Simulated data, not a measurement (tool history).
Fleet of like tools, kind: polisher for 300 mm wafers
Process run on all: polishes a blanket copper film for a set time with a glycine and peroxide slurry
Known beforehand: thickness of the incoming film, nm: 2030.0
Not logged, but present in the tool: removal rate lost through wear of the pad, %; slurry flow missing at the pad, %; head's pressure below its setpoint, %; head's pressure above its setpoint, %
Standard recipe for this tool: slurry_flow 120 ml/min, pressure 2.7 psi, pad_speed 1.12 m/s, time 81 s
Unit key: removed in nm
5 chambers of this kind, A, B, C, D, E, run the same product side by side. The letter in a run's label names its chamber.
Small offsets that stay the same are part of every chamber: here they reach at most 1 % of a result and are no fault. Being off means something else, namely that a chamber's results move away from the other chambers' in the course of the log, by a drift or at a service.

run	hour	slurry_flow	pressure	pad_speed	time	wafers polished on this pad	hours since the slurry nozzle was cleaned	hours since the head pressure was calibrated	removed
1D	7.4	120	2.7	1.12	81	201	118.3	227	522.69
2A	15.1	120	2.7	1.12	81	213	42.2	508.8	521.43
# hour 17: chamber E: worn pad replaced by a new one
# hour 17.9: chamber C: worn pad replaced by a new one
3E	22.6	120	2.7	1.12	81	63	232.9	218.2	524.39
4C	29.3	120	2.7	1.12	81	129	194.5	765.3	514.69
5B	35.7	120	2.7	1.12	81	1014	492.2	951.3	522.1
6D	43	120	2.7	1.12	81	603	153.9	262.6	526.56
# hour 44.5: chamber D: worn pad replaced by a new one
7A	46.6	120	3.1	1.12	81	569	73.7	540.3	585.22
8B	51.3	120	3.1	1.12	81	1190	507.8	966.9	578.02
# hour 56.5: chamber B: worn pad replaced by a new one
9E	58.5	120	3.1	1.12	81	468	268.8	254.1	586.26
10C	63.8	120	3.1	1.12	81	518	229	799.8	593.9
11A	69.6	120	3.1	1.12	81	829	96.7	563.3	590.61
12C	77.6	120	2.7	1.12	81	674	242.8	813.6	523.22
13B	84.7	120	3	1.12	65	319	541.2	1000.3	450.08
14D	91.9	120	3	1.12	65	535	202.8	311.5	456.93
# hour 95.4: chamber D: worn pad replaced by a new one
15E	98	120	3	1.12	65	914	308.3	293.6	454.31
16B	102.7	120	3	1.12	65	522	559.2	1018.3	456.82
17D	109.5	120	3	1.12	65	159	220.4	329.1	464.27
# hour 115.1: chamber A: worn pad replaced by a new one
18E	115.1	120	2.7	1.12	81	1107	325.4	310.7	519.16
# hour 116.4: chamber E: worn pad replaced by a new one
19A	119.9	120	2.7	1.12	81	54	147	613.6	514.6
# hour 120.5: chamber C: slurry nozzle cleaned
20C	125.4	120	2.7	1.12	81	1214	5	861.4	517.16
21C	131	120	2.7	1.12	81	1277	10.6	867	521.16
# hour 132.8: chamber C: worn pad replaced by a new one
22D	137.6	120	2.7	1.12	81	476	248.5	357.2	522.71
23E	141.6	120	2.7	1.12	81	284	351.9	337.2	526.93
# hour 148: chamber D: worn pad replaced by a new one
24A	149	120	2.7	1.12	81	383	176.1	642.7	520.35
25B	154.7	120	2.7	1.12	81	1109	611.2	1070.3	515.59
26B	160.4	120	2.7	1.12	81	1174	616.9	1076	521.15
27E	164.4	120	2.7	1.12	81	542	374.7	360	522.55
28A	171.1	120	2.7	1.12	81	633	198.2	664.8	520.84
29D	177.4	120	2.7	1.12	81	332	288.3	397	526.7
# hour 177.8: chamber B: head pressure recalibrated
# hour 180.6: chamber B: worn pad replaced by a new one
30C	183.2	120	2	1.12	91	569	62.8	919.2	455.3
31A	189.8	120	2	1.12	91	844	216.9	683.5	460.87
32E	193.3	120	2	1.12	91	868	403.6	388.9	453.28
# hour 196.6: chamber D: worn pad replaced by a new one
33B	198.9	120	2	1.12	91	207	655.4	21.1	456.49
34C	206.1	120	2	1.12	91	828	85.7	942.1	459.64
35D	213.5	120	2.7	1.12	81	190	324.4	433.1	520.82
# hour 220.5: chamber A: worn pad replaced by a new one
36C	221.3	120	2.7	1.12	81	1000	100.9	957.3	519.53
# hour 222.1: chamber A: slurry nozzle cleaned
# hour 223.9: chamber E: worn pad replaced by a new one
37D	226.1	120	2.7	1.12	81	333	337	445.7	526.19
38B	229.8	120	2.7	1.12	81	556	686.3	52	515.33
# hour 231.8: chamber C: worn pad replaced by a new one
39E	235.6	120	2.7	1.12	81	132	445.9	431.2	524.4
40A	240.1	120	2.7	1.12	81	222	18.1	733.8	527.72
41C	245.2	95	2.7	1.12	81	151	124.8	981.2	487.24
42B	248.8	95	2.7	1.12	81	770	705.3	71	491.43
43A	254.6	95	2.7	1.12	81	385	32.6	748.3	494.26

Does one chamber stand apart from the rest, does the shared gauge drift, or is all well apart from small per-chamber offsets? Give the chamber and the most likely cause, where there is one.

No chamber stands off beyond its own small offset, and the gauge holds steady.
